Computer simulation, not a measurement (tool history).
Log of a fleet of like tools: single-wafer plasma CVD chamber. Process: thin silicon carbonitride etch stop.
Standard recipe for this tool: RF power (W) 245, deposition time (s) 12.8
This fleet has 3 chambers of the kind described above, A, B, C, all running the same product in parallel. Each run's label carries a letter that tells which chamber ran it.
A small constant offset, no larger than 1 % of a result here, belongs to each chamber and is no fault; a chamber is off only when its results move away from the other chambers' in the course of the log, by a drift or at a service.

run   hour  RF power (W)  deposition time (s)  hours since the last thermocouple change  hours since the last RF generator calibration  read-back reference wafer on the same gauge, thickness_nm  mean film thickness on the monitor wafer (Å)
 1A   10.6           245                 12.8                                     173.9                                           60.1                                                     6.3005                                        78.286
 2C   16.2           245                 12.8                                     676.2                                          366.0                                                     6.3014                                        77.444
 3B   25.7           245                 12.8                                     141.7                                         1394.3                                                     6.3025                                        77.270
      33.9  -- chamber B: RF generator calibrated
 4B   35.5           245                 12.8                                     151.5                                            1.6                                                     6.3059                                        77.392
 5A   42.8           245                 12.8                                     206.1                                           92.3                                                     6.3054                                        78.078
 6C   48.9           245                 12.8                                     708.9                                          398.7                                                     6.3051                                        77.415
 7C   61.6           245                 12.8                                     721.6                                          411.4                                                     6.3079                                        77.502
 8B   70.8           275                 14.2                                     186.8                                           36.9                                                     6.3095                                        88.787
 9A   79.3           275                 14.2                                     242.6                                          128.8                                                     6.3068                                        89.852
10C   89.5           275                 14.2                                     749.5                                          439.3                                                     6.3113                                        89.085
11B  101.2           215                 13.6                                     217.2                                           67.3                                                     6.3130                                        79.374
12A  113.2           215                 13.6                                     276.5                                          162.7                                                     6.3153                                        80.005
13A  120.7           215                 13.6                                     284.0                                          170.2                                                     6.3155                                        79.874
14C  126.2           245                 12.8                                     786.2                                          476.0                                                     6.3174                                        77.502
15B  135.3           245                 12.8                                     251.3                                          101.4                                                     6.3165                                        77.504
16B  145.1           245                 12.8                                     261.1                                          111.2                                                     6.3169                                        77.746
17C  151.2           245                 12.8                                     811.2                                          501.0                                                     6.3197                                        77.582
18A  159.0           245                 12.8                                     322.3                                          208.5                                                     6.3230                                        78.204
19B  169.1           200                 12.8                                     285.1                                          135.2                                                     6.3190                                        73.074
20A  176.6           200                 12.8                                     339.9                                          226.1                                                     6.3219                                        73.981
21C  183.2           200                 12.8                                     843.2                                          533.0                                                     6.3206                                        73.204
22C  190.9           245                 12.8                                     850.9                                          540.7                                                     6.3249                                        77.851
23B  198.1           245                 12.8                                     314.1                                          164.2                                                     6.3223                                        77.706
24A  210.0           245                 12.8                                     373.3                                          259.5                                                     6.3240                                        78.318
25C  222.2           245                 11.1                                     882.2                                          572.0                                                     6.3279                                        67.445
26A  228.9           245                 11.1                                     392.2                                          278.4                                                     6.3289                                        67.892
27B  239.7           245                 11.1                                     355.7                                          205.8                                                     6.3298                                        67.264
28B  246.9           245                 12.8                                     362.9                                          213.0                                                     6.3309                                        77.973
29A  255.9           245                 12.8                                     419.2                                          305.4                                                     6.3310                                        78.443
30C  263.4           245                 12.8                                     923.4                                          613.2                                                     6.3332                                        77.782
31C  275.0           245                 12.8                                     935.0                                          624.8                                                     6.3359                                        77.861
32B  287.4           245                 12.8                                     403.4                                          253.5                                                     6.3353                                        77.919
33A  296.3           245                 12.8                                     459.6                                          345.8                                                     6.3392                                        78.474
34B  305.1           245                 12.8                                     421.1                                          271.2                                                     6.3389                                        77.944

All 3 chambers run these settings next. Forecast each chamber's results:
35A  314.3           245                 12.8                                                                                                                                                                                                 ?
35B  314.3           245                 12.8                                                                                                                                                                                                 ?
35C  314.3           245                 12.8                                                                                                                                                                                                 ?

run  mean film thickness on the monitor wafer (Å)
35A                                        78.578
35B                                        77.758
35C                                        77.811

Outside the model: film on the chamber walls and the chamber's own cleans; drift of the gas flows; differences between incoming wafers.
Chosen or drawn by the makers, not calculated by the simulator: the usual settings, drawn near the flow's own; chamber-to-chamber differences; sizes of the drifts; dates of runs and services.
